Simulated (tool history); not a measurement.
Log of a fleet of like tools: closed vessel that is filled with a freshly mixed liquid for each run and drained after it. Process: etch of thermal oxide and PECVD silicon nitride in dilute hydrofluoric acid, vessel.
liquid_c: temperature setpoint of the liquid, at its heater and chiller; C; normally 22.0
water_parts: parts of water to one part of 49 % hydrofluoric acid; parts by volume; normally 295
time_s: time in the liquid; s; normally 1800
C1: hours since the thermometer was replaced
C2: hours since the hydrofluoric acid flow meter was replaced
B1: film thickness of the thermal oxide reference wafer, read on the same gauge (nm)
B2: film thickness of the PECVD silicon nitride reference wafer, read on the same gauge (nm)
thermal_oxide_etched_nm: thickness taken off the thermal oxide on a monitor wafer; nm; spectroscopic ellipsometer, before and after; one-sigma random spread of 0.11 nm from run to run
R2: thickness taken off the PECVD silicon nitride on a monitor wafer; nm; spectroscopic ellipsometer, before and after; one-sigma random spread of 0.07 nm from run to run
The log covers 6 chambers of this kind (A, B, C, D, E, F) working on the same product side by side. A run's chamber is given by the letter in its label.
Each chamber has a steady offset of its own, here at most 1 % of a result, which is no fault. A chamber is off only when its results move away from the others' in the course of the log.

{"run": "1F", "hour": 10.0, "liquid_c": 22.0, "water_parts": 295, "time_s": 1800, "C1": 762.0, "C2": 959.6, "B1": 80.005, "B2": 90.007, "thermal_oxide_etched_nm": 21.884, "R2": 21.377}
{"run": "2D", "hour": 19.1, "liquid_c": 22.0, "water_parts": 295, "time_s": 1800, "C1": 529.2, "C2": 268.7, "B1": 79.996, "B2": 90.0, "thermal_oxide_etched_nm": 22.062, "R2": 21.234}
{"run": "3E", "hour": 28.8, "liquid_c": 22.0, "water_parts": 295, "time_s": 1800, "C1": 333.8, "C2": 297.6, "B1": 80.01, "B2": 89.998, "thermal_oxide_etched_nm": 22.043, "R2": 21.15}
{"run": "4A", "hour": 39.1, "liquid_c": 22.0, "water_parts": 295, "time_s": 1800, "C1": 2039.0, "C2": 795.5, "B1": 80.024, "B2": 90.0, "thermal_oxide_etched_nm": 22.058, "R2": 21.414}
{"run": "5B", "hour": 47.8, "liquid_c": 22.0, "water_parts": 295, "time_s": 1800, "C1": 1662.8, "C2": 1051.2, "B1": 80.011, "B2": 90.017, "thermal_oxide_etched_nm": 22.166, "R2": 21.189}
{"run": "6C", "hour": 54.8, "liquid_c": 22.0, "water_parts": 295, "time_s": 1800, "C1": 1129.3, "C2": 385.6, "B1": 80.005, "B2": 89.988, "thermal_oxide_etched_nm": 22.096, "R2": 21.202}
{"run": "7D", "hour": 60.3, "liquid_c": 18.5, "water_parts": 295, "time_s": 2155, "C1": 570.4, "C2": 309.9, "B1": 80.01, "B2": 90.006, "thermal_oxide_etched_nm": 23.27, "R2": 20.372}
{"hour": 61.9, "done": "chamber C: hydrofluoric acid flow meter replaced"}
{"run": "8C", "hour": 70.4, "liquid_c": 18.5, "water_parts": 295, "time_s": 2155, "C1": 1144.9, "C2": 8.5, "B1": 79.992, "B2": 89.996, "thermal_oxide_etched_nm": 23.465, "R2": 20.217}
{"hour": 81.4, "done": "chamber F: thermometer replaced"}
{"run": "9E", "hour": 82.1, "liquid_c": 18.5, "water_parts": 295, "time_s": 2155, "C1": 387.1, "C2": 350.9, "B1": 79.993, "B2": 89.971, "thermal_oxide_etched_nm": 23.11, "R2": 20.241}
{"run": "10A", "hour": 89.4, "liquid_c": 18.5, "water_parts": 295, "time_s": 2155, "C1": 2089.3, "C2": 845.8, "B1": 80.009, "B2": 90.008, "thermal_oxide_etched_nm": 22.991, "R2": 20.579}
{"hour": 95.2, "done": "chamber E: hydrofluoric acid flow meter replaced"}
{"run": "11B", "hour": 97.0, "liquid_c": 18.5, "water_parts": 295, "time_s": 2155, "C1": 1712.0, "C2": 1100.4, "B1": 79.99, "B2": 90.003, "thermal_oxide_etched_nm": 23.344, "R2": 20.519}
{"run": "12F", "hour": 102.3, "liquid_c": 18.5, "water_parts": 295, "time_s": 2155, "C1": 20.9, "C2": 1051.9, "B1": 79.997, "B2": 90.024, "thermal_oxide_etched_nm": 22.999, "R2": 20.373}
{"run": "13E", "hour": 114.5, "liquid_c": 22.0, "water_parts": 295, "time_s": 1800, "C1": 419.5, "C2": 19.4, "B1": 79.979, "B2": 90.018, "thermal_oxide_etched_nm": 21.737, "R2": 21.25}
{"run": "14A", "hour": 123.8, "liquid_c": 22.0, "water_parts": 295, "time_s": 1800, "C1": 2123.7, "C2": 880.2, "B1": 79.986, "B2": 89.994, "thermal_oxide_etched_nm": 22.103, "R2": 21.364}
{"run": "15F", "hour": 133.4, "liquid_c": 22.0, "water_parts": 295, "time_s": 1800, "C1": 52.0, "C2": 1083.0, "B1": 80.0, "B2": 89.978, "thermal_oxide_etched_nm": 21.767, "R2": 21.217}
{"run": "16D", "hour": 143.9, "liquid_c": 22.0, "water_parts": 295, "time_s": 1800, "C1": 654.0, "C2": 393.5, "B1": 79.991, "B2": 89.992, "thermal_oxide_etched_nm": 22.124, "R2": 21.262}
{"run": "17B", "hour": 152.2, "liquid_c": 22.0, "water_parts": 295, "time_s": 1800, "C1": 1767.2, "C2": 1155.6, "B1": 80.0, "B2": 89.953, "thermal_oxide_etched_nm": 22.07, "R2": 21.555}
{"run": "18C", "hour": 160.5, "liquid_c": 22.0, "water_parts": 295, "time_s": 1800, "C1": 1235.0, "C2": 98.6, "B1": 79.976, "B2": 90.033, "thermal_oxide_etched_nm": 22.248, "R2": 21.155}
{"run": "19C", "hour": 165.8, "liquid_c": 22.0, "water_parts": 295, "time_s": 1800, "C1": 1240.3, "C2": 103.9, "B1": 80.026, "B2": 90.017, "thermal_oxide_etched_nm": 22.077, "R2": 21.157}
{"run": "20B", "hour": 174.6, "liquid_c": 22.0, "water_parts": 295, "time_s": 1800, "C1": 1789.6, "C2": 1178.0, "B1": 80.01, "B2": 90.014, "thermal_oxide_etched_nm": 22.425, "R2": 21.642}
{"run": "21E", "hour": 183.5, "liquid_c": 22.0, "water_parts": 295, "time_s": 1800, "C1": 488.5, "C2": 88.4, "B1": 80.0, "B2": 89.982, "thermal_oxide_etched_nm": 21.728, "R2": 21.201}
{"hour": 190.7, "done": "chamber D: thermometer replaced"}
{"run": "22D", "hour": 191.8, "liquid_c": 22.0, "water_parts": 295, "time_s": 1800, "C1": 1.2, "C2": 441.4, "B1": 79.984, "B2": 90.009, "thermal_oxide_etched_nm": 22.136, "R2": 21.308}
{"run": "23F", "hour": 202.9, "liquid_c": 22.0, "water_parts": 295, "time_s": 1800, "C1": 121.5, "C2": 1152.5, "B1": 79.986, "B2": 90.009, "thermal_oxide_etched_nm": 22.019, "R2": 21.357}
{"run": "24A", "hour": 209.1, "liquid_c": 22.0, "water_parts": 295, "time_s": 1800, "C1": 2209.0, "C2": 965.5, "B1": 80.016, "B2": 90.004, "thermal_oxide_etched_nm": 22.044, "R2": 21.448}
{"run": "25B", "hour": 218.4, "liquid_c": 22.0, "water_parts": 295, "time_s": 1800, "C1": 1833.4, "C2": 1221.8, "B1": 79.983, "B2": 89.989, "thermal_oxide_etched_nm": 22.501, "R2": 22.188}
{"run": "26D", "hour": 230.2, "liquid_c": 22.0, "water_parts": 295, "time_s": 1800, "C1": 39.6, "C2": 479.8, "B1": 79.994, "B2": 89.994, "thermal_oxide_etched_nm": 22.016, "R2": 21.397}
{"run": "27C", "hour": 240.8, "liquid_c": 18.0, "water_parts": 295, "time_s": 1800, "C1": 1315.3, "C2": 178.9, "B1": 80.013, "B2": 90.034, "thermal_oxide_etched_nm": 19.171, "R2": 16.376}
{"run": "28F", "hour": 246.9, "liquid_c": 18.0, "water_parts": 295, "time_s": 1800, "C1": 165.5, "C2": 1196.5, "B1": 80.019, "B2": 90.014, "thermal_oxide_etched_nm": 19.141, "R2": 16.556}
{"run": "29E", "hour": 255.2, "liquid_c": 18.0, "water_parts": 295, "time_s": 1800, "C1": 560.2, "C2": 160.1, "B1": 80.006, "B2": 89.973, "thermal_oxide_etched_nm": 18.957, "R2": 16.4}
{"run": "30A", "hour": 267.3, "liquid_c": 18.0, "water_parts": 295, "time_s": 1800, "C1": 2267.2, "C2": 1023.7, "B1": 79.969, "B2": 90.002, "thermal_oxide_etched_nm": 18.955, "R2": 16.497}
{"run": "31C", "hour": 274.7, "liquid_c": 18.0, "water_parts": 295, "time_s": 1800, "C1": 1349.2, "C2": 212.8, "B1": 80.006, "B2": 90.05, "thermal_oxide_etched_nm": 19.45, "R2": 16.369}
{"run": "32D", "hour": 286.1, "liquid_c": 18.0, "water_parts": 295, "time_s": 1800, "C1": 95.5, "C2": 535.7, "B1": 79.997, "B2": 90.004, "thermal_oxide_etched_nm": 19.048, "R2": 16.5}
{"run": "33E", "hour": 298.1, "liquid_c": 22.0, "water_parts": 295, "time_s": 1800, "C1": 603.1, "C2": 203.0, "B1": 79.994, "B2": 89.994, "thermal_oxide_etched_nm": 21.99, "R2": 21.224}
{"run": "34A", "hour": 305.9, "liquid_c": 22.0, "water_parts": 295, "time_s": 1800, "C1": 2305.8, "C2": 1062.3, "B1": 80.021, "B2": 89.968, "thermal_oxide_etched_nm": 22.015, "R2": 21.453}
{"hour": 310.2, "done": "chamber F: hydrofluoric acid flow meter replaced"}
{"run": "35B", "hour": 314.4, "liquid_c": 22.0, "water_parts": 295, "time_s": 1800, "C1": 1929.4, "C2": 1317.8, "B1": 80.045, "B2": 90.011, "thermal_oxide_etched_nm": 23.353, "R2": 23.238}
{"run": "36F", "hour": 320.0, "liquid_c": 22.0, "water_parts": 295, "time_s": 1800, "C1": 238.6, "C2": 9.9, "B1": 79.985, "B2": 90.001, "thermal_oxide_etched_nm": 21.953, "R2": 21.228}
{"run": "37D", "hour": 328.9, "liquid_c": 22.0, "water_parts": 295, "time_s": 1800, "C1": 138.3, "C2": 578.5, "B1": 80.036, "B2": 89.98, "thermal_oxide_etched_nm": 22.253, "R2": 21.2}

Each of the 6 chambers runs these same settings next. Fill in every chamber's results:
{"run": "38A", "hour": 337.6, "liquid_c": 20.0, "water_parts": 295, "time_s": 1800, "thermal_oxide_etched_nm": "?", "R2": "?"}
{"run": "38B", "hour": 337.6, "liquid_c": 20.0, "water_parts": 295, "time_s": 1800, "thermal_oxide_etched_nm": "?", "R2": "?"}
{"run": "38C", "hour": 337.6, "liquid_c": 20.0, "water_parts": 295, "time_s": 1800, "thermal_oxide_etched_nm": "?", "R2": "?"}
{"run": "38D", "hour": 337.6, "liquid_c": 20.0, "water_parts": 295, "time_s": 1800, "thermal_oxide_etched_nm": "?", "R2": "?"}
{"run": "38E", "hour": 337.6, "liquid_c": 20.0, "water_parts": 295, "time_s": 1800, "thermal_oxide_etched_nm": "?", "R2": "?"}
{"run": "38F", "hour": 337.6, "liquid_c": 20.0, "water_parts": 295, "time_s": 1800, "thermal_oxide_etched_nm": "?", "R2": "?"}

run=38A thermal_oxide_etched_nm=20.474 R2=18.793
run=38B thermal_oxide_etched_nm=21.918 R2=20.737
run=38C thermal_oxide_etched_nm=20.585 R2=18.584
run=38D thermal_oxide_etched_nm=20.750 R2=18.669
run=38E thermal_oxide_etched_nm=20.387 R2=18.676
run=38F thermal_oxide_etched_nm=20.421 R2=18.833

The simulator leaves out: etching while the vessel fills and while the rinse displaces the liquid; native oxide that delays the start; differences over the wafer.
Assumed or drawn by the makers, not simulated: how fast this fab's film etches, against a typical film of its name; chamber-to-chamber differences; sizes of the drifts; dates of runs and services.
